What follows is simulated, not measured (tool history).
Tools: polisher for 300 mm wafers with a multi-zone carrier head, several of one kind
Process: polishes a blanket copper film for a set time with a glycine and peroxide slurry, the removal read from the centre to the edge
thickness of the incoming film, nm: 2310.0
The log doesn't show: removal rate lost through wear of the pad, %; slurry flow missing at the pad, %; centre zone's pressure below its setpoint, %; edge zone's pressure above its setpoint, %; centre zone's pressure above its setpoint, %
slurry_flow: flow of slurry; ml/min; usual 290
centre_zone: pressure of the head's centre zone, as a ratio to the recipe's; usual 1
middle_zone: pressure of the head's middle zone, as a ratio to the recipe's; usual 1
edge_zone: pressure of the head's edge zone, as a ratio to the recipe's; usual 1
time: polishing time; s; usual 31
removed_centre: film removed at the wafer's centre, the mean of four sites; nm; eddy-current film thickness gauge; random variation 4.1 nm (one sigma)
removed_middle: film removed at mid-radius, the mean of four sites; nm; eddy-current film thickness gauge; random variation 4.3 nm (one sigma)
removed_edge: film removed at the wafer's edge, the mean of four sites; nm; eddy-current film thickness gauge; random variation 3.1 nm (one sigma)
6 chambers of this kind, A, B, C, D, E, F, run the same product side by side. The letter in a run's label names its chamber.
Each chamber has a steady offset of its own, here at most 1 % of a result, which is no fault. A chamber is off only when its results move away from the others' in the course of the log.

run   hour  slurry_flow  centre_zone  middle_zone  edge_zone  time  wafers polished on this pad  hours since the slurry nozzle was cleaned  hours since the centre zone pressure was calibrated  hours since the edge zone pressure was calibrated  removed_centre  removed_middle  removed_edge
       0.4  -- chamber F: worn pad replaced by a new one
         2  -- chamber D: worn pad replaced by a new one
 1B    3.7          290            1            1          1    31                          207                                      111.6                                                 25.6                                              321.5          301.37          298.14        298.69
 2F    8.6          290            1            1          1    31                          115                                       74.2                                                784.1                                               46.8          293.98          302.27        299.69
 3D   12.7          290            1            1          1    31                          150                                      681.8                                                125.5                                              783.9          299.66          297.31        299.33
 4C   17.2          290            1            1          1    31                          496                                      314.5                                                  378                                              204.6           292.4          297.45        294.12
 5A   20.9          290            1            1       1.06    31                          346                                      613.5                                                298.3                                              502.7          306.87          296.68        307.69
 6E   25.5          290            1            1       1.06    31                          945                                      443.5                                                328.7                                               60.1          305.39          287.57        307.76
 7A   29.4          290            1            1       1.06    31                          465                                        622                                                306.8                                              511.2          294.91          296.98        310.09
 8F   32.7          290            1            1       1.06    31                          452                                       98.3                                                808.2                                               70.9          295.44          301.02        307.72
 9C   36.7          290            1            1       1.06    31                          769                                        334                                                397.5                                              224.1          293.85          308.04         310.4
10B   40.1          290            1            1       1.06    31                          716                                        148                                                   62                                              357.9          294.78          296.83         314.5
11E   43.8          290            1            1          1    31                         1201                                      461.8                                                  347                                               78.4           305.3          298.34        297.34
      45.5  -- chamber E: worn pad replaced by a new one
12D     48          290            1            1          1    24                          644                                      717.1                                                160.8                                              819.2          227.88          227.98           232
13B   52.7          290            1            1          1    24                          892                                      160.6                                                 74.6                                              370.5           227.7          234.72        232.72
14E   57.1          290            1            1          1    24                          163                                      475.1                                                360.3                                               91.7          235.32          223.68        235.05
      59.4  -- chamber F: worn pad replaced by a new one
15F     62          290            1            1          1    24                           37                                      127.6                                                837.5                                              100.2          228.14          230.27        234.26
      66.2  -- chamber D: worn pad replaced by a new one
16D   67.2          290            1            1          1    24                           15                                      736.3                                                  180                                              838.4          233.44          230.81         234.4
17A   71.7          290            1            1          1    24                         1056                                      664.3                                                349.1                                              553.5          231.97          235.15        229.51
      73.8  -- chamber B: worn pad replaced by a new one
18C   75.3          290            1            1          1    31                         1309                                      372.6                                                436.1                                              262.7          283.69          286.16        293.18
19D   80.3          290            1            1          1    31                          198                                      749.4                                                193.1                                              851.5          292.99           290.8        299.96
        81  -- chamber A: worn pad replaced by a new one
20C   85.5          290            1            1          1    31                         1451                                      382.8                                                446.3                                              272.9          279.63          290.55           289
      86.9  -- chamber E: centre zone pressure recalibrated
21A   89.3          290            1            1          1    31                          116                                      681.9                                                366.7                                              571.1          300.47          298.77        299.27
22B     95          290            1            1          1    31                          296                                      202.9                                                116.9                                              412.8          301.37          295.08        300.23
23E   99.7          290            1            1          1    31                          759                                      517.7                                                 12.9                                              134.3          295.64          288.52        298.93
24F  102.6          290            1            1          1    31                          605                                      168.2                                                878.1                                              140.8          293.12          298.26        295.34
25E  107.4          290            1            1          1    31                          867                                      525.4                                                 20.6                                                142          301.69          298.46        294.14
26D  112.8          290            1            1          1    31                          653                                      781.9                                                225.6                                                884          299.21          291.25        295.75
27A  116.1          290            1            1          1    31                          491                                      708.7                                                393.5                                              597.9          301.82          303.97        298.32
28B  119.2          290         1.04            1          1    31                          635                                      227.1                                                141.1                                                437          308.02          303.71        303.58
       122  -- chamber F: worn pad replaced by a new one
29C  123.7          290         1.04            1          1    31                         1986                                        421                                                484.5                                              311.1          290.11          279.84        282.97
30F  126.9          290         1.04            1          1    31                           68                                      192.5                                                902.4                                              165.1          306.05          291.11        299.48
     128.5  -- chamber E: worn pad replaced by a new one
     131.1  -- chamber D: worn pad replaced by a new one
31A  131.1          290         1.04            1          1    31                          701                                      723.7                                                408.5                                              612.9           314.7          302.94        294.79
32E  135.7          290         1.04            1          1    31                          101                                      553.7                                                 48.9                                              170.3          309.06          303.42        297.22
33D  141.5          290         1.04            1          1    31                          146                                      810.6                                                254.3                                              912.7          308.84          297.55        296.32
34B  145.9          290            1            1          1    31                         1008                                      253.8                                                167.8                                              463.7          306.15          296.02         297.2
35C  150.8          290            1            1          1    31                         2365                                      448.1                                                511.6                                              338.2          274.93          281.25        269.13
36F  154.7          375            1            1          1    31                          457                                      220.3                                                930.2                                              192.9          301.04          305.66        304.45
37D  157.9          375            1            1          1    31                          375                                        827                                                270.7                                              929.1          307.53          298.97        310.45
38B    162          375            1            1          1    31                         1234                                      269.9                                                183.9                                              479.8          309.14          306.97           302
39E  165.6          375            1            1          1    31                          519                                      583.6                                                 78.8                                              200.2          300.31          298.54        301.25
40F  168.4          375            1            1          1    31                          649                                        234                                                943.9                                              206.6           306.9          305.75        299.83

All 6 chambers run these settings next. Forecast each chamber's results:
41A  172.8          290            1            1          1    31                                                                                                                                                                                               ?               ?             ?
41B  172.8          290            1            1          1    31                                                                                                                                                                                               ?               ?             ?
41C  172.8          290            1            1          1    31                                                                                                                                                                                               ?               ?             ?
41D  172.8          290            1            1          1    31                                                                                                                                                                                               ?               ?             ?
41E  172.8          290            1            1          1    31                                                                                                                                                                                               ?               ?             ?
41F  172.8          290            1            1          1    31                                                                                                                                                                                               ?               ?             ?

run  removed_centre  removed_middle  removed_edge
41A          301.32           294.9        298.06
41B          299.27           297.2        295.48
41C          267.74          272.43        267.62
41D          298.42          290.43        295.57
41E          300.42          300.48        290.75
41F          299.56          309.67        302.53
